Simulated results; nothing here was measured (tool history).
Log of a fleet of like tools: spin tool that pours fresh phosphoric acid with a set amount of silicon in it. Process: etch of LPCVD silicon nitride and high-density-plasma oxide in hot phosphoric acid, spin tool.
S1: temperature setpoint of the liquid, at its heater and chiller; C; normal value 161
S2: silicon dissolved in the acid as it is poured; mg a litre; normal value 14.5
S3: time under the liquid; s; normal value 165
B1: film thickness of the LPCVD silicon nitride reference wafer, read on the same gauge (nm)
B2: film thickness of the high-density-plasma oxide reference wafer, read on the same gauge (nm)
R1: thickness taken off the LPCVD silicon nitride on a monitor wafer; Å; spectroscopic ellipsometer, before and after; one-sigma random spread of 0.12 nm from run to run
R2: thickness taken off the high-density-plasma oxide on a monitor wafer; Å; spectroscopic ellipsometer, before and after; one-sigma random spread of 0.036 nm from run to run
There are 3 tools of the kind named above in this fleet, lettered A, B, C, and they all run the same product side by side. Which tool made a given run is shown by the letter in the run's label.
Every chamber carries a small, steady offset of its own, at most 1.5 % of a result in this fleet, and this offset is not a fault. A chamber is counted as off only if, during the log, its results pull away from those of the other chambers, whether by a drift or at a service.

run    day     S1    S2   S3      B1      B2      R1      R2
 1B  0.104    161  14.5  165  130.01     110  151.77  3.0046
 2C    0.3    161  14.5  165  130.02  110.01  152.81  3.1994
 3A    0.5    161  14.5  165  129.99     110  152.77  3.7092
     0.567  -- chamber C: heated supply line repaired
 4C  0.633    161  14.5  165     130  109.99  152.53    3.19
     0.725  -- chamber C: dissolved silicon flow meter replaced
 5A  0.738    161  14.5  165     130  110.01  152.25  2.6464
 6B  0.875    161  14.5  105     130     110  95.685  1.8636
 7B   1.05    161  14.5  105  130.01     110  96.881  2.1213
 8A  1.196    161  14.5  105  130.03     110  97.175  1.8705
 9C  1.383    161  14.5  165  130.02  109.99  154.03  3.6298
10A  1.479    161  14.5  165  129.98  110.01  151.14  3.5864
11B   1.65    161  14.5  165  129.99     110  151.33  3.3022
12C   1.75    161  14.5  165  129.97  110.03  153.95  3.0199
13B  1.892  163.5  14.5   75  130.01  109.99  76.232  1.5086
14A  2.112  163.5  14.5   75  130.03  110.03  75.534  1.5856
15C  2.229  163.5  14.5   75  130.01     110  74.239  1.7475
16A  2.396    161  14.5  165  130.03  110.02  152.53  3.5393
17B  2.496    161  14.5  165  130.01  109.99  152.14  3.2438
18C  2.625    161  14.5  165  129.99  110.01  151.05  3.2545
     2.629  -- chamber A: thermometer replaced
19C  2.762    161  14.5  165  130.03     110  151.27  3.2559
20B  2.883    161  14.5  165  129.98  110.01  152.93  3.4617
21A  2.983    161  14.5  165  130.01  109.99  152.35  3.6728
22B  3.204    161  14.5  165  129.99  109.99  152.14  3.4241
23C  3.408    161    22  165  129.99     110  151.34  2.3633
24A  3.508    161    22  165  130.02  109.99  151.98  2.5584
25C   3.65    161    22  165  129.98  109.99  150.35  3.0127
26B  3.842    161  14.5  165  130.03  110.01  152.89  3.2513
27A  3.992    161     7  135     130  109.98   124.6  3.6417
28B  4.192    161     7  135  130.01  109.98  124.93  3.0179
29A  4.292    161     7  135  129.99  110.01  127.22  3.6915
30C  4.408    161  14.5  165  129.98     110  155.34  3.1015
31C  4.512    161  14.5  165     130  109.99  151.21  2.7166
32A  4.733    161  14.5  165     130  109.99   151.2  3.3924
33B  4.925    161  14.5  165  129.98     110   152.8  3.6512
34B  5.058    161  14.5  165     130  110.01  153.14  2.6213

Is one chamber off against the others, does the gauge drift, or is nothing wrong? If a chamber is off, say which, and what the likeliest cause is.

No chamber stands off beyond its own small offset, and the gauge holds steady.
